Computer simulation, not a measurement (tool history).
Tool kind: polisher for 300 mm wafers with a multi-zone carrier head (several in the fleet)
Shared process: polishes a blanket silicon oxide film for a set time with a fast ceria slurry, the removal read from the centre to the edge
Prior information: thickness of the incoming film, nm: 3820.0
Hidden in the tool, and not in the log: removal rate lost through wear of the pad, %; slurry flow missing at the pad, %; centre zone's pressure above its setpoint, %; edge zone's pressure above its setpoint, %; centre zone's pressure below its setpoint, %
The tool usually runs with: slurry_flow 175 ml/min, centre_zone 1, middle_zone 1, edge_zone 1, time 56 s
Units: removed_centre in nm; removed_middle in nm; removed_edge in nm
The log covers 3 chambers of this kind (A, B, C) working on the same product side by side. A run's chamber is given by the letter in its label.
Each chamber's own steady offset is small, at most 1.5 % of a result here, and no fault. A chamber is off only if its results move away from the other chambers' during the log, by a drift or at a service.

run	hour	slurry_flow	centre_zone	middle_zone	edge_zone	time	wafers polished on this pad	hours since the slurry nozzle was cleaned	hours since the centre zone pressure was calibrated	hours since the edge zone pressure was calibrated	removed_centre	removed_middle	removed_edge
# hour 2: chamber C: worn pad replaced by a new one
1B	8.1	175	1	1	1	56	531	52.9	502.6	227.2	1564.1	1570.2	1579
2A	15.5	175	1	1	1	56	1159	157.7	435.9	482.2	1606.5	1567.1	1542.2
3C	25.5	175	1	1	1	56	323	248	471.7	402.3	1557.2	1585.4	1565.2
4B	37.8	175	1	1	1	56	939	82.6	532.3	256.9	1558.5	1598.9	1571.5
# hour 43.8: chamber A: worn pad replaced by a new one
5C	45.9	175	1	1	1	56	604	268.4	492.1	422.7	1548.6	1550.8	1542.5
6A	57.6	175	1	1.08	1	56	190	199.8	478	524.3	1584	1693.5	1557.8
# hour 66.4: chamber B: centre zone pressure recalibrated
7C	66.4	175	1	1.08	1	56	885	288.9	512.6	443.2	1574.6	1667.9	1560
# hour 68.6: chamber C: worn pad replaced by a new one
8A	79.3	175	1	1.08	1	56	488	221.5	499.7	546	1588.4	1672.7	1565.9
# hour 82.7: chamber B: worn pad replaced by a new one
9B	90.6	175	1	1	1	56	109	135.4	24.2	309.7	1554.4	1551.4	1568.9
10B	98	175	1	1	1	56	211	142.8	31.6	317.1	1563.2	1584.6	1580.1
11C	109.8	175	1	1	1	56	567	332.3	556	486.6	1559.5	1548.5	1546.3
12A	121.4	175	0.94	1	0.95	56	1066	263.6	541.8	588.1	1485.4	1568.2	1492.1
13A	134.8	175	0.94	1	0.95	56	1250	277	555.2	601.5	1483.9	1565	1546.7
# hour 139.6: chamber C: worn pad replaced by a new one
# hour 141.6: chamber A: worn pad replaced by a new one
14C	143.9	175	0.94	1	0.95	56	59	366.4	590.1	520.7	1465.4	1584.8	1529.4
# hour 145.7: chamber B: slurry nozzle cleaned
15B	158	175	1	1	1	56	1035	12.4	91.6	377.1	1564	1578.2	1556.8
16B	170.1	175	1	1	1	56	1201	24.5	103.7	389.2	1558.5	1594.1	1553.1
# hour 171: chamber B: worn pad replaced by a new one
# hour 171.5: chamber C: centre zone pressure recalibrated
17C	183	175	1	1	1	56	596	405.5	11.6	559.8	1452.6	1535.1	1549.2
18A	191.3	175	1	1	1	56	683	333.5	611.7	658	1590	1539.2	1562.6
# hour 203: chamber C: worn pad replaced by a new one
19B	203.4	175	1	1	1	56	445	57.8	137	422.5	1568.3	1577.4	1578.8
20C	212.3	175	1	1	1	56	128	434.8	40.9	589.1	1457.7	1578.6	1542.4
21A	219.1	175	1	1	1	56	1065	361.3	639.5	685.8	1590.4	1545.1	1586.9
22B	226.8	175	1	1	0.96	67	766	81.2	160.4	445.9	1870.3	1899.7	1865.6
# hour 237.3: chamber A: worn pad replaced by a new one
23A	239.5	175	1	1	0.96	67	30	381.7	659.9	706.2	1898.4	1846.9	1861.3
24C	247.1	175	1	1	0.96	67	606	469.6	75.7	623.9	1730.4	1888	1834.8
25B	254.7	175	1	1	1	56	1150	109.1	188.3	473.8	1555.8	1574.1	1583.3
# hour 263.9: chamber A: slurry nozzle cleaned
26C	264.4	175	1	0.9	1	47	844	486.9	93	641.2	1213.6	1172.2	1300.1
# hour 272.3: chamber B: worn pad replaced by a new one
27A	278.4	175	1	0.9	1	47	564	14.5	698.8	745.1	1343	1199	1340
# hour 285.8: chamber C: worn pad replaced by a new one
28C	290.6	175	1	0.9	1	47	66	513.1	119.2	667.4	1232.3	1192.9	1310.2
# hour 298.3: chamber C: slurry nozzle cleaned
29B	304.5	175	1	1	1	56	442	158.9	238.1	523.6	1544.3	1580.3	1563
30A	313	175	1	1	1	56	1040	49.1	733.4	779.7	1599.1	1569.1	1570.6
31B	324.5	175	1	1	1	56	717	178.9	258.1	543.6	1564.8	1592.6	1569.6
# hour 333.7: chamber A: worn pad replaced by a new one
32C	336.8	175	1	1	1	56	701	38.6	165.4	713.6	1460.1	1546.5	1530.3
# hour 343.4: chamber A: centre zone pressure recalibrated
33A	350.7	175	1	1	1	56	234	86.8	7.4	817.4	1586.4	1569.8	1583.4
34A	360.5	175	1	1	1	56	369	96.6	17.2	827.2	1584.3	1605.3	1567.6
35C	367.1	175	1	1	1	56	1117	68.9	195.7	743.9	1442.9	1555.6	1559.5

For the next run the whole fleet of 3 chambers uses the same settings. Give each chamber's results:
36A	377.6	175	1	1	0.92	56					?	?	?
36B	377.6	175	1	1	0.92	56					?	?	?
36C	377.6	175	1	1	0.92	56					?	?	?

run	removed_centre	removed_middle	removed_edge
36A	1601.2	1542.9	1507.3
36B	1553.1	1588.2	1512.2
36C	1452.3	1556.9	1485.8
